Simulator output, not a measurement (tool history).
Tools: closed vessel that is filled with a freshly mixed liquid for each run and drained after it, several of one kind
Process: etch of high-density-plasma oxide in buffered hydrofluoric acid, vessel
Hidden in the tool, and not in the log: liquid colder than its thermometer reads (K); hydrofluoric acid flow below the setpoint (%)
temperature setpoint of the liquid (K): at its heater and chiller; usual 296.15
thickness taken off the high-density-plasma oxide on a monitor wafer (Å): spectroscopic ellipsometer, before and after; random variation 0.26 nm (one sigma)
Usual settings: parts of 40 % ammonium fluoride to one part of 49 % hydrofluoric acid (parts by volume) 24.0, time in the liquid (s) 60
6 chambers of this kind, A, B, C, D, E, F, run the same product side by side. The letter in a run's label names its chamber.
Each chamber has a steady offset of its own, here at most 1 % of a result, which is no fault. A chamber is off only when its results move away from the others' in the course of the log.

run,hour,temperature setpoint of the liquid (K),parts of 40 % ammonium fluoride to one part of 49 % hydrofluoric acid (parts by volume),time in the liquid (s),hours since the thermometer was replaced,hours since the hydrofluoric acid flow meter was replaced,"read-back film thickness of the high-density-plasma oxide reference wafer, read on the same gauge (nm)",thickness taken off the high-density-plasma oxide on a monitor wafer (Å)
1B,3.6,296.15,24.0,60,1209.0,894.9,99.988,430.65
2F,8.8,296.15,24.0,60,22.0,784.6,99.978,426.79
3C,11.9,296.15,24.0,60,1808.7,274.0,99.993,426.51
4A,15.0,296.15,24.0,60,1321.5,946.6,100.020,426.98
5D,19.9,296.15,24.0,60,706.0,628.8,100.010,425.97
6E,23.2,296.15,24.0,60,551.8,203.7,99.998,429.70
7D,28.7,296.15,24.0,60,714.8,637.6,100.020,425.92
# hour 32.8: chamber D: hydrofluoric acid flow meter replaced
8C,33.2,296.15,24.0,60,1830.0,295.3,99.991,429.39
9B,36.0,296.15,24.0,60,1241.4,927.3,100.000,425.48
10E,39.4,296.15,30.0,30,568.0,219.9,99.992,184.83
# hour 40.8: chamber A: hydrofluoric acid flow meter replaced
11F,42.5,296.15,30.0,30,55.7,818.3,99.994,181.42
12A,47.4,296.15,30.0,30,1353.9,6.6,99.989,184.41
13B,50.7,296.15,30.0,30,1256.1,942.0,100.020,182.15
14F,53.4,296.15,30.0,30,66.6,829.2,100.010,182.38
15A,59.4,296.15,30.0,30,1365.9,18.6,99.999,184.92
16E,62.3,296.15,24.0,60,590.9,242.8,99.987,429.38
17D,67.9,296.15,24.0,75,754.0,35.1,100.020,536.50
18C,72.5,296.15,24.0,75,1869.3,334.6,99.988,533.98
19A,77.6,296.15,24.0,75,1384.1,36.8,100.000,540.86
20F,80.3,296.15,24.0,75,93.5,856.1,99.989,532.05
21C,82.9,296.15,24.0,75,1879.7,345.0,100.020,528.50
22B,88.4,296.15,24.0,75,1293.8,979.7,99.993,522.05
23D,92.9,296.15,24.0,60,779.0,60.1,100.020,430.09
24E,95.7,296.15,24.0,60,624.3,276.2,100.000,431.06
25F,101.2,296.15,24.0,60,114.4,877.0,100.000,429.07
26C,105.7,296.15,24.0,60,1902.5,367.8,99.982,427.34
27B,108.4,300.65,24.0,40,1313.8,999.7,100.010,351.86
28E,112.5,300.65,24.0,40,641.1,293.0,99.993,366.37
29A,116.2,300.65,24.0,40,1422.7,75.4,99.997,363.17
30D,120.5,300.65,24.0,40,806.6,87.7,100.020,362.02
31C,125.8,300.65,24.0,40,1922.6,387.9,100.000,364.93
32A,129.0,300.65,24.0,40,1435.5,88.2,100.020,365.31
# hour 131.0: chamber D: thermometer replaced
33F,135.0,296.15,24.0,60,148.2,910.8,100.010,423.97
34B,140.1,296.15,24.0,60,1345.5,1031.4,99.979,414.54
35E,143.2,296.15,24.0,60,671.8,323.7,100.000,431.22
36D,146.8,296.15,18.5,85,15.9,114.0,100.010,742.68
37A,151.7,296.15,18.5,85,1458.2,110.9,99.984,746.61

Is one chamber off against the others, does the gauge drift, or is nothing wrong? If a chamber is off, say which, and what the likeliest cause is.

Chamber B drifts away from the others.
Cause: hydrofluoric acid flow below the setpoint (%) = 6.14.
The log may not tell that from: liquid colder than its thermometer reads (K).

Here are 4 candidates for chamber B's next run, each the usual settings with a change, their results left as question marks. Which one brings its results back in line with what the others give on the usual settings?
In line means no further than this from the other chambers' mean on the usual settings: thickness taken off the high-density-plasma oxide on a monitor wafer (Å) 9.10
38B-1,156.0,296.15,23.5,65,,,,?
38B-2,156.0,296.15,24.5,55,,,,?
38B-3,156.0,296.15,22.5,60,,,,?
38B-4,156.0,295.65,25.0,60,,,,?

The other chambers' mean on the usual settings: thickness taken off the high-density-plasma oxide on a monitor wafer (Å) 426.99
run,thickness taken off the high-density-plasma oxide on a monitor wafer (Å)
38B-1,446.94
38B-2,367.57
38B-3,424.98
38B-4,384.70
38B-3 brings the chamber back in line.
